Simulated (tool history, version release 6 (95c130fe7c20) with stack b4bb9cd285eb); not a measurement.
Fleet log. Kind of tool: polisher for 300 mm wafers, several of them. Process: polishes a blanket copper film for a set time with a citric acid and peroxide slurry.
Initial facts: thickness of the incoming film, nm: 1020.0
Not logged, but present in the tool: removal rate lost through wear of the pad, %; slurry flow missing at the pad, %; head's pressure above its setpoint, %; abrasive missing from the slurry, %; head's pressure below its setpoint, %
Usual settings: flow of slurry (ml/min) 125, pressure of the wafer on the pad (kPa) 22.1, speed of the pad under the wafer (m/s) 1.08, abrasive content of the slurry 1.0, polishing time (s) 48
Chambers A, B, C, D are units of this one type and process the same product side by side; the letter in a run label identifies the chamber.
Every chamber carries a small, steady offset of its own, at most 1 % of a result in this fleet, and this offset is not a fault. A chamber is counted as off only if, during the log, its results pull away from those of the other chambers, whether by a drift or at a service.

run,hour,flow of slurry (ml/min),pressure of the wafer on the pad (kPa),speed of the pad under the wafer (m/s),abrasive content of the slurry,polishing time (s),wafers polished on this pad,hours since the slurry nozzle was cleaned,hours since the head pressure was calibrated,hours since the slurry blender was calibrated,film removed (nm)
1A,5.2,125,22.1,1.08,1.0,48,501,145.4,546.5,149.7,130.01
2C,7.8,125,22.1,1.08,1.0,48,816,19.4,429.8,94.4,126.96
# hour 11.6: chamber D: worn pad replaced by a new one
3B,13.6,125,22.1,1.08,1.0,48,176,34.3,140.7,332.0,128.05
4D,16.1,125,22.1,1.08,1.0,48,41,23.3,648.0,206.3,127.34
# hour 18.9: chamber A: worn pad replaced by a new one
5D,20.1,125,22.1,1.08,1.0,48,78,27.3,652.0,210.3,128.90
# hour 20.4: chamber C: worn pad replaced by a new one
# hour 22.2: chamber A: slurry blender recalibrated
6A,24.4,125,22.1,1.08,1.0,48,50,164.6,565.7,2.3,130.15
7B,27.1,125,22.1,1.08,1.0,48,300,47.8,154.2,345.5,131.13
8C,29.9,125,22.1,1.08,1.0,48,87,41.5,451.9,116.5,127.92
9B,33.5,125,22.1,1.08,1.0,48,358,54.2,160.6,351.9,129.01
10A,37.0,125,22.1,1.08,1.0,48,165,177.2,578.3,14.9,129.79
11C,42.6,125,22.1,1.08,1.0,48,203,54.2,464.6,129.2,128.26
12D,46.7,125,22.1,1.08,1.0,48,321,53.9,678.6,236.9,128.65
13A,50.1,125,22.1,1.08,1.0,48,285,190.3,591.4,28.0,129.39
14C,54.8,125,22.1,1.08,1.0,48,315,66.4,476.8,141.4,126.33
15D,59.1,125,22.1,1.08,1.0,48,434,66.3,691.0,249.3,130.85
16B,64.5,125,22.1,1.08,1.0,48,642,85.2,191.6,382.9,128.69
# hour 66.9: chamber B: worn pad replaced by a new one
17D,69.5,125,22.1,1.08,1.0,48,530,76.7,701.4,259.7,129.16
# hour 72.8: chamber A: worn pad replaced by a new one
18B,75.3,125,22.1,1.30,1.0,48,77,96.0,202.4,393.7,153.49
19C,80.7,125,22.1,1.30,1.0,48,552,92.3,502.7,167.3,149.96
20A,84.3,125,22.1,1.30,1.0,48,105,224.5,625.6,62.2,154.67
21B,88.1,125,22.1,1.30,1.0,48,194,108.8,215.2,406.5,154.58
22C,93.3,125,22.1,1.08,1.0,48,667,104.9,515.3,179.9,119.65
23A,97.2,125,22.1,1.08,1.0,48,223,237.4,638.5,75.1,130.38
24D,100.6,125,22.1,1.08,1.0,48,814,107.8,732.5,290.8,128.82
25C,105.3,125,22.1,1.08,1.0,48,777,116.9,527.3,191.9,118.53
26A,110.9,125,22.1,1.08,0.7,48,349,251.1,652.2,88.8,119.90

Does one chamber stand apart from the rest, does the shared gauge drift, or is all well apart from small per-chamber offsets? Give the chamber and the most likely cause, where there is one.

One chamber, C, drifts off from the rest bit by bit.
Most likely cause: abrasive missing from the slurry, % = 37.3.
It could be hard to tell apart here from: removal rate lost through wear of the pad, %; slurry flow missing at the pad, %; head's pressure below its setpoint, %.

Chamber C could run next with any of the 4 candidate recipes listed below; each alters the usual settings, and their results appear as question marks. Which one brings its results back in line with what the other chambers deliver on the usual settings?
In-line tolerance around the mean of the other chambers on the usual settings: film removed (nm) 3.500
27C-1,115.0,125,22.1,1.02,1.0,46,,,,,?
27C-2,115.0,125,22.1,1.20,1.0,48,,,,,?
27C-3,115.0,125,20.7,1.00,1.0,44,,,,,?
27C-4,115.0,125,24.1,1.16,1.0,52,,,,,?

The other chambers' mean on the usual settings: film removed (nm) 128.910
run,film removed (nm)
27C-1,105.030
27C-2,128.810
27C-3,92.401
27C-4,147.510
The answer is 27C-2, which returns the chamber to within the allowed miss of the others.

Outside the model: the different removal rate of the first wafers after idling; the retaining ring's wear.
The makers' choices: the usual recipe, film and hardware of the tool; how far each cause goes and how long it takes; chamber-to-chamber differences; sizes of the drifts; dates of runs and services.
